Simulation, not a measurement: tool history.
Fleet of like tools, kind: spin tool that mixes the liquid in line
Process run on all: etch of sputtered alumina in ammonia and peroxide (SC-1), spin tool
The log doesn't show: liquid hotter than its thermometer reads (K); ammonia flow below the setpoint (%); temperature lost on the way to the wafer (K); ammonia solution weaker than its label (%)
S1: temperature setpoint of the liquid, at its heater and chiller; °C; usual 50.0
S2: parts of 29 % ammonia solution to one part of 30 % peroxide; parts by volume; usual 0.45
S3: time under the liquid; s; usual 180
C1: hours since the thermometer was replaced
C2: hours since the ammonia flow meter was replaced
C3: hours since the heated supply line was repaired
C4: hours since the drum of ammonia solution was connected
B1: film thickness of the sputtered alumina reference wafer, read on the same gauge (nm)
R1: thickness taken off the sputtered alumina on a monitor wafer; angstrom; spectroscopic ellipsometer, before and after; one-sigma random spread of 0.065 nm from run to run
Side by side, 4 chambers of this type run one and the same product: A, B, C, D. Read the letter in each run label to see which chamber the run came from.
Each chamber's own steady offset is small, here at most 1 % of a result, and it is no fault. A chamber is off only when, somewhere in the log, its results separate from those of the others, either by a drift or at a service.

| run | hour | S1 | S2 | S3 | C1 | C2 | C3 | C4 | B1 | R1 |
|---|---|---|---|---|---|---|---|---|---|---|
| 1C | 6.3 | 50.0 | 0.45 | 180 | 1982.3 | 1177.7 | 571.5 | 300.0 | 120.01 | 85.632 |
| 2B | 10.6 | 50.0 | 0.45 | 180 | 1873.0 | 651.7 | 1467.6 | 268.8 | 120.02 | 84.837 |
| 3D | 17.9 | 50.0 | 0.45 | 180 | 784.5 | 1000.6 | 815.5 | 702.0 | 120.00 | 84.455 |
| 4A | 26.6 | 50.0 | 0.45 | 180 | 1366.9 | 629.3 | 131.6 | 587.9 | 120.00 | 84.536 |
| 5A | 34.8 | 50.0 | 0.45 | 180 | 1375.1 | 637.5 | 139.8 | 596.1 | 119.99 | 85.081 |
|  | 39.5 | chamber B: ammonia flow meter replaced |
| 6B | 42.4 | 50.0 | 0.45 | 180 | 1904.8 | 3.0 | 1499.4 | 300.6 | 119.98 | 85.577 |
| 7D | 46.7 | 50.0 | 0.45 | 180 | 813.3 | 1029.4 | 844.3 | 730.8 | 119.99 | 83.024 |
|  | 47.5 | chamber A: new drum of ammonia solution connected |
| 8C | 51.1 | 50.0 | 0.45 | 180 | 2027.1 | 1222.5 | 616.3 | 344.8 | 120.00 | 84.945 |
| 9B | 56.3 | 50.0 | 0.45 | 180 | 1918.7 | 16.9 | 1513.3 | 314.5 | 119.99 | 86.336 |
| 10D | 65.0 | 56.5 | 0.30 | 180 | 831.6 | 1047.7 | 862.6 | 749.1 | 120.01 | 112.230 |
| 11C | 71.1 | 56.5 | 0.30 | 180 | 2047.1 | 1242.5 | 636.3 | 364.8 | 120.05 | 115.140 |
| 12A | 79.6 | 56.5 | 0.30 | 180 | 1419.9 | 682.3 | 184.6 | 32.2 | 119.99 | 115.070 |
| 13B | 86.4 | 56.5 | 0.30 | 180 | 1948.8 | 47.0 | 1543.4 | 344.6 | 120.01 | 116.970 |
| 14C | 91.9 | 50.0 | 0.45 | 180 | 2067.9 | 1263.3 | 657.1 | 385.6 | 120.00 | 84.543 |
| 15D | 97.4 | 50.0 | 0.45 | 180 | 864.0 | 1080.1 | 895.0 | 781.5 | 120.00 | 81.195 |
| 16A | 104.8 | 50.0 | 0.45 | 180 | 1445.1 | 707.5 | 209.8 | 57.4 | 119.97 | 83.951 |
| 17C | 110.4 | 50.0 | 0.45 | 180 | 2086.4 | 1281.8 | 675.6 | 404.1 | 119.99 | 83.369 |
| 18B | 115.8 | 50.0 | 0.45 | 180 | 1978.2 | 76.4 | 1572.8 | 374.0 | 119.99 | 84.562 |
| 19A | 120.4 | 50.0 | 0.45 | 120 | 1460.7 | 723.1 | 225.4 | 73.0 | 119.98 | 56.809 |
| 20D | 126.9 | 50.0 | 0.45 | 120 | 893.5 | 1109.6 | 924.5 | 811.0 | 120.03 | 54.352 |
| 21A | 133.7 | 50.0 | 0.45 | 120 | 1474.0 | 736.4 | 238.7 | 86.3 | 119.97 | 55.284 |
| 22B | 139.3 | 50.0 | 0.45 | 120 | 2001.7 | 99.9 | 1596.3 | 397.5 | 119.99 | 56.725 |
| 23C | 144.6 | 50.0 | 0.45 | 180 | 2120.6 | 1316.0 | 709.8 | 438.3 | 120.01 | 84.139 |
| 24D | 152.8 | 50.0 | 0.45 | 180 | 919.4 | 1135.5 | 950.4 | 836.9 | 119.97 | 79.597 |
|  | 158.4 | chamber D: new drum of ammonia solution connected |
| 25A | 159.9 | 50.0 | 0.45 | 180 | 1500.2 | 762.6 | 264.9 | 112.5 | 120.01 | 84.731 |
| 26D | 166.1 | 50.0 | 0.45 | 180 | 932.7 | 1148.8 | 963.7 | 7.7 | 120.03 | 79.254 |
| 27B | 172.7 | 50.0 | 0.45 | 180 | 2035.1 | 133.3 | 1629.7 | 430.9 | 119.98 | 85.939 |
| 28C | 177.1 | 50.0 | 0.45 | 180 | 2153.1 | 1348.5 | 742.3 | 470.8 | 120.01 | 84.530 |
| 29C | 181.0 | 50.0 | 0.45 | 180 | 2157.0 | 1352.4 | 746.2 | 474.7 | 120.01 | 84.671 |
| 30B | 185.6 | 50.0 | 0.45 | 180 | 2048.0 | 146.2 | 1642.6 | 443.8 | 120.02 | 85.810 |
| 31D | 189.9 | 50.0 | 0.45 | 180 | 956.5 | 1172.6 | 987.5 | 31.5 | 120.04 | 77.817 |
| 32A | 195.4 | 50.0 | 0.45 | 180 | 1535.7 | 798.1 | 300.4 | 148.0 | 120.00 | 85.141 |
| 33B | 199.5 | 50.0 | 0.45 | 180 | 2061.9 | 160.1 | 1656.5 | 457.7 | 119.99 | 85.688 |
| 34C | 206.3 | 50.0 | 0.45 | 180 | 2182.3 | 1377.7 | 771.5 | 500.0 | 120.02 | 84.519 |
| 35A | 214.6 | 50.0 | 0.45 | 180 | 1554.9 | 817.3 | 319.6 | 167.2 | 119.98 | 83.411 |
| 36D | 220.1 | 50.0 | 0.45 | 180 | 986.7 | 1202.8 | 1017.7 | 61.7 | 119.99 | 77.591 |
| 37B | 224.4 | 50.0 | 0.45 | 180 | 2086.8 | 185.0 | 1681.4 | 482.6 | 120.03 | 85.053 |

Is one chamber off against the others, does the gauge drift, or is nothing wrong? If a chamber is off, say which, and what the likeliest cause is.

Little by little, chamber D moves away from the other chambers.
Cause: temperature lost on the way to the wafer (K) = 1.38.
The log might look much the same if the cause were instead: liquid colder than its thermometer reads (K).

Below are 4 candidate recipes for chamber D's next run, each the usual settings with a change, their results shown as question marks. Which of them brings D's results back in line with what the other chambers give on the usual settings?
In-line tolerance around the mean of the other chambers on the usual settings: R1 2.300 angstrom
| 38D-1 | 230.7 | 49.5 | 0.45 | 170 |  |  |  |  |  | ? |
| 38D-2 | 230.7 | 47.5 | 0.45 | 180 |  |  |  |  |  | ? |
| 38D-3 | 230.7 | 52.5 | 0.45 | 180 |  |  |  |  |  | ? |
| 38D-4 | 230.7 | 50.5 | 0.45 | 190 |  |  |  |  |  | ? |

What the other chambers average on the usual settings: R1 84.805 angstrom
| run | R1 |
|---|---|
| 38D-1 | 71.539 |
| 38D-2 | 67.625 |
| 38D-3 | 89.528 |
| 38D-4 | 84.570 |
With 38D-4, the chamber falls back in line with the rest.

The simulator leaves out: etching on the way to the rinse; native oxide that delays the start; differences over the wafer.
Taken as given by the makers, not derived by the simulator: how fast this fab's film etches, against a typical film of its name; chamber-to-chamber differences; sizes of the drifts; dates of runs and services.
